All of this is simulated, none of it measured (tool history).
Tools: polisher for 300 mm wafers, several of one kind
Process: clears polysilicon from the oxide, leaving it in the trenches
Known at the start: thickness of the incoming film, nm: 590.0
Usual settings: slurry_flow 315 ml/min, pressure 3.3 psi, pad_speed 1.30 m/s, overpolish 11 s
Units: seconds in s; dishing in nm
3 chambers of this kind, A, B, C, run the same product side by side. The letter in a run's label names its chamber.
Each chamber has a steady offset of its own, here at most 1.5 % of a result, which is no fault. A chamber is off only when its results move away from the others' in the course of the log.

run   hour  slurry_flow  pressure  pad_speed  overpolish  wafers polished on this pad  hours since the slurry nozzle was cleaned  hours since the head pressure was calibrated  seconds  dishing
       1.2  -- chamber C: head pressure recalibrated
 1A   15.0          315       3.3       1.30          11                          198                                       61.7                                          20.5   29.987   67.246
 2C   22.9          315       3.3       1.30          11                         1083                                      336.1                                          21.7   30.241   67.245
      28.2  -- chamber C: worn pad replaced by a new one
 3B   30.7          315       3.3       1.30          11                          578                                      326.5                                         666.0   30.547   67.539
 4C   43.5          315       3.3       1.30          11                          190                                      356.7                                          42.3   30.419   68.192
 5A   53.9          315       3.3       1.30          11                          679                                      100.6                                          59.4   30.250   68.310
 6B   68.2          315       3.3       1.66          15                         1041                                      364.0                                         703.5   24.103   72.340
      72.5  -- chamber A: worn pad replaced by a new one
 7C   80.5          315       3.3       1.66          15                          647                                      393.7                                          79.3   23.466   71.290
 8A   91.1          315       3.3       1.66          15                          229                                      137.8                                          96.6   23.646   70.585
 9B  103.6          315       3.3       1.30          11                         1478                                      399.4                                         738.9   31.054   68.148
     116.3  -- chamber C: worn pad replaced by a new one
10C  118.8          315       3.3       1.30          11                           31                                      432.0                                         117.6   30.205   70.041
11B  126.5          315       3.3       1.30          11                         1761                                      422.3                                         761.8   30.895   68.183
12A  136.3          315       3.3       1.30          11                          788                                      183.0                                         141.8   30.392   67.358
13A  147.2          315       3.3       1.30          11                          922                                      193.9                                         152.7   29.317   66.761
     151.4  -- chamber A: worn pad replaced by a new one
14B  160.4          315       3.3       1.30          11                         2180                                      456.2                                         795.7   30.843   67.966
15C  174.3          315       3.3       1.30          11                          717                                      487.5                                         173.1   30.240   68.069
16B  186.0          210       4.4       1.30          11                         2496                                      481.8                                         821.3   24.066   69.949
17C  193.5          210       4.4       1.30          11                          954                                      506.7                                         192.3   23.787   69.992
     201.2  -- chamber C: worn pad replaced by a new one
18A  208.5          210       4.4       1.30          11                          705                                      255.2                                         214.0   23.281   69.329
19A  216.6          315       3.3       1.30          11                          805                                      263.3                                         222.1   29.953   67.427
     220.0  -- chamber A: worn pad replaced by a new one
20B  224.4          315       3.3       1.30          11                         2970                                      520.2                                         859.7   31.458   67.585
21C  237.6          315       3.3       1.30          11                          450                                      550.8                                         236.4   29.889   67.350
22B  252.6          315       3.3       1.30          11                         3319                                      548.4                                         887.9   32.367   66.407
23C  260.5          255       3.3       1.56          11                          733                                      573.7                                         259.3   25.671   69.987
24A  269.9          255       3.3       1.56          11                          617                                      316.6                                         275.4   25.812   69.897
25A  281.9          255       3.3       1.56          11                          765                                      328.6                                         287.4   25.688   68.731
     282.5  -- chamber A: slurry nozzle cleaned
26B  290.3          315       3.3       1.30          11                         3784                                      586.1                                         925.6   31.657   67.713
     295.4  -- chamber A: worn pad replaced by a new one
     299.7  -- chamber C: worn pad replaced by a new one
27C  301.9          315       3.3       1.30          11                           27                                      615.1                                         300.7   30.536   68.402
28A  311.7          315       3.3       1.30          11                          202                                       29.2                                         317.2   29.880   67.908
29C  322.1          315       3.3       1.30          11                          277                                      635.3                                         320.9   29.610   68.681
30B  331.6          315       3.3       1.30          11                         4294                                      627.4                                         966.9   32.818   67.115
31B  343.0          315       3.3       1.30          11                         4435                                      638.8                                         978.3   32.743   67.524
32C  352.7          315       3.3       1.30          11                          655                                      665.9                                         351.5   30.116   67.997
33A  366.6          315       3.3       1.30          11                          880                                       84.1                                         372.1   30.023   67.750

Is one chamber off against the others, does the gauge drift, or is nothing wrong? If a chamber is off, say which, and what the likeliest cause is.

Chamber B drifts away from the others.
Cause: removal rate lost through wear of the pad, % = 8.24.
The log may not tell that from: head's pressure below its setpoint, %.

Here are 4 candidates for chamber B's next run, each the usual settings with a change, their results left as question marks. Which one brings its results back in line with what the others give on the usual settings?
In line means no further than this from the other chambers' mean on the usual settings: seconds 1.100 s; dishing 2.800 nm
34B-1  377.8          315       3.3       1.32          11                                                                                                                              ?        ?
34B-2  377.8          315       3.3       1.28          11                                                                                                                              ?        ?
34B-3  377.8          315       3.2       1.24          11                                                                                                                              ?        ?
34B-4  377.8          315       3.4       1.36          11                                                                                                                              ?        ?

The other chambers' mean on the usual settings: seconds 30.055 s; dishing 67.779 nm
  run  seconds  dishing
34B-1   32.217   67.361
34B-2   33.238   66.974
34B-3   35.408   66.123
34B-4   30.330   68.050
34B-4 brings the chamber back in line.

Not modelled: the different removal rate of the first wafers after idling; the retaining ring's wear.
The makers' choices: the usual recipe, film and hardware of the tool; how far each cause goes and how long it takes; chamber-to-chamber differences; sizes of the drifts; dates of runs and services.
